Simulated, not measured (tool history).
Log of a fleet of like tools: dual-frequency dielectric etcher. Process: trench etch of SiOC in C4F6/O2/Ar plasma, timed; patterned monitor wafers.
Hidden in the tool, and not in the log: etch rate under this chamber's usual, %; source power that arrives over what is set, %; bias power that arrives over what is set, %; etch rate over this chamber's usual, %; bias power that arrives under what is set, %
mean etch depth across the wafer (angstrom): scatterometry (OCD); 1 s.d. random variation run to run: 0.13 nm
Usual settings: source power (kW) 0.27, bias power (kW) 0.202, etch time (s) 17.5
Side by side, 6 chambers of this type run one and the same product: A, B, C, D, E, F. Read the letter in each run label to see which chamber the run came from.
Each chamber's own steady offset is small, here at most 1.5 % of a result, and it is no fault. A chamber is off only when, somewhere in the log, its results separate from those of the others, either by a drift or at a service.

run     day  source power (kW)  bias power (kW)  etch time (s)  hours since the last wet clean  hours since the last source power generator calibration  hours since the last bias power generator calibration  read-back reference wafer on the same gauge, depth_nm  mean etch depth across the wafer (angstrom)
 1A   0.242               0.27            0.202           17.5                           495.3                                                   2028.2                                                 3245.7                                                  31.09                                       324.93
 2D   0.479               0.27            0.202           17.5                           503.1                                                   1579.3                                                 1436.9                                                 31.115                                       324.72
 3E   0.858               0.27            0.202           17.5                           243.7                                                    484.2                                                 2061.4                                                 31.089                                       322.45
 4F   1.162               0.27            0.202           17.5                             247                                                   1344.8                                                 1857.3                                                 31.078                                       327.64
 5C   1.517               0.27            0.202           17.5                            59.6                                                    522.2                                                  761.7                                                 31.104                                       319.75
 6B   1.962               0.27            0.202           17.5                            64.4                                                    413.8                                                 2085.5                                                 31.074                                       322.59
 7D   2.379               0.27            0.202           17.5                           548.7                                                   1624.9                                                 1482.5                                                  31.08                                       324.33
 8C   2.667               0.27            0.202           17.5                            87.2                                                    549.8                                                  789.3                                                 31.083                                        321.6
 9A   3.029               0.27            0.202           17.5                           562.2                                                   2095.1                                                 3312.6                                                 31.097                                       323.06
10E   3.254               0.27            0.202           17.5                           301.2                                                    541.7                                                 2118.9                                                 31.141                                       323.19
      3.679  -- chamber D: wet clean of the chamber
11B   3.679               0.22            0.202           17.5                           105.6                                                      455                                                 2126.7                                                 31.092                                       299.57
12F   3.908               0.22            0.202           17.5                           312.9                                                   1410.7                                                 1923.2                                                 31.072                                       299.96
13D     4.2               0.22            0.202           17.5                            12.6                                                   1668.6                                                 1526.2                                                 31.097                                       297.78
14A   4.625               0.22            0.202           17.5                           600.5                                                   2133.4                                                 3350.9                                                 31.061                                        300.6
15B   4.846               0.22            0.202           17.5                           133.6                                                      483                                                 2154.7                                                 31.069                                       300.25
16F   5.312               0.22            0.202           17.5                           346.6                                                   1444.4                                                 1956.9                                                 31.122                                       301.74
17E   5.538               0.27            0.202           17.5                             356                                                    596.5                                                 2173.7                                                 31.103                                       325.56
18C   5.758               0.27            0.202           17.5                           161.4                                                      624                                                  863.5                                                 31.109                                       322.26
19B   6.046               0.27            0.202           17.5                           162.4                                                    511.8                                                 2183.5                                                 31.106                                       323.55
20A   6.375               0.31            0.202           17.5                           642.5                                                   2175.4                                                 3392.9                                                 31.121                                       342.35
21C   6.625               0.31            0.202           17.5                           182.2                                                    644.8                                                  884.3                                                 31.095                                       335.88
        6.8  -- chamber A: wet clean of the chamber
22E   7.062               0.31            0.202           17.5                           392.6                                                    633.1                                                 2210.3                                                 31.093                                       342.12
23F   7.421               0.31            0.202           17.5                           397.2                                                     1495                                                 2007.5                                                 31.114                                       343.13
24D     7.8               0.31            0.202           17.5                              99                                                     1755                                                 1612.6                                                 31.119                                       340.95
      8.083  -- chamber E: wet clean of the chamber
25A   8.125               0.31            0.202           17.5                            31.8                                                   2217.4                                                 3434.9                                                 31.102                                       328.35
26F   8.346               0.27            0.202           17.5                           419.4                                                   1517.2                                                 2029.7                                                 31.105                                       327.02
27B   8.683               0.27            0.202           17.5                           225.7                                                    575.1                                                 2246.8                                                 31.087                                       322.95
28E   9.167                0.3            0.202             16                              26                                                    683.6                                                 2260.8                                                 31.116                                       310.74
      9.462  -- chamber F: wet clean of the chamber
29D   9.575                0.3            0.202             16                           141.6                                                   1797.6                                                 1655.2                                                 31.121                                       307.66
30C  10.029                0.3            0.202             16                           263.9                                                    726.5                                                    966                                                 31.111                                       305.42
31E   10.25                0.3            0.202             16                              52                                                    709.6                                                 2286.8                                                 31.118                                       311.91
32B  10.546                0.3            0.202             16                           270.4                                                    619.8                                                 2291.5                                                 31.142                                       310.01
33A  10.833                0.3            0.202             16                            96.8                                                   2282.4                                                 3499.9                                                 31.075                                       295.66
34F  11.312               0.27            0.202           17.5                            44.5                                                   1588.4                                                 2100.9                                                 31.133                                       326.83
35D   11.75               0.27            0.202           17.5                           193.8                                                   1849.8                                                 1707.4                                                 31.123                                       324.05
36C    12.2               0.27            0.202           17.5                             316                                                    778.6                                                 1018.1                                                 31.125                                        321.2
37A  12.617               0.27            0.202           17.5                           139.6                                                   2325.2                                                 3542.7                                                 31.117                                        308.9

All chambers now run identical settings, listed one chamber a line with results as question marks. What results will each chamber show?
38A  12.967               0.27            0.202           22.5                                                                                                                                                                                                                                                   ?
38B  12.967               0.27            0.202           22.5                                                                                                                                                                                                                                                   ?
38C  12.967               0.27            0.202           22.5                                                                                                                                                                                                                                                   ?
38D  12.967               0.27            0.202           22.5                                                                                                                                                                                                                                                   ?
38E  12.967               0.27            0.202           22.5                                                                                                                                                                                                                                                   ?
38F  12.967               0.27            0.202           22.5                                                                                                                                                                                                                                                   ?

run  mean etch depth across the wafer (angstrom)
38A                                       399.55
38B                                       418.87
38C                                       412.29
38D                                       418.92
38E                                       419.11
38F                                       416.93
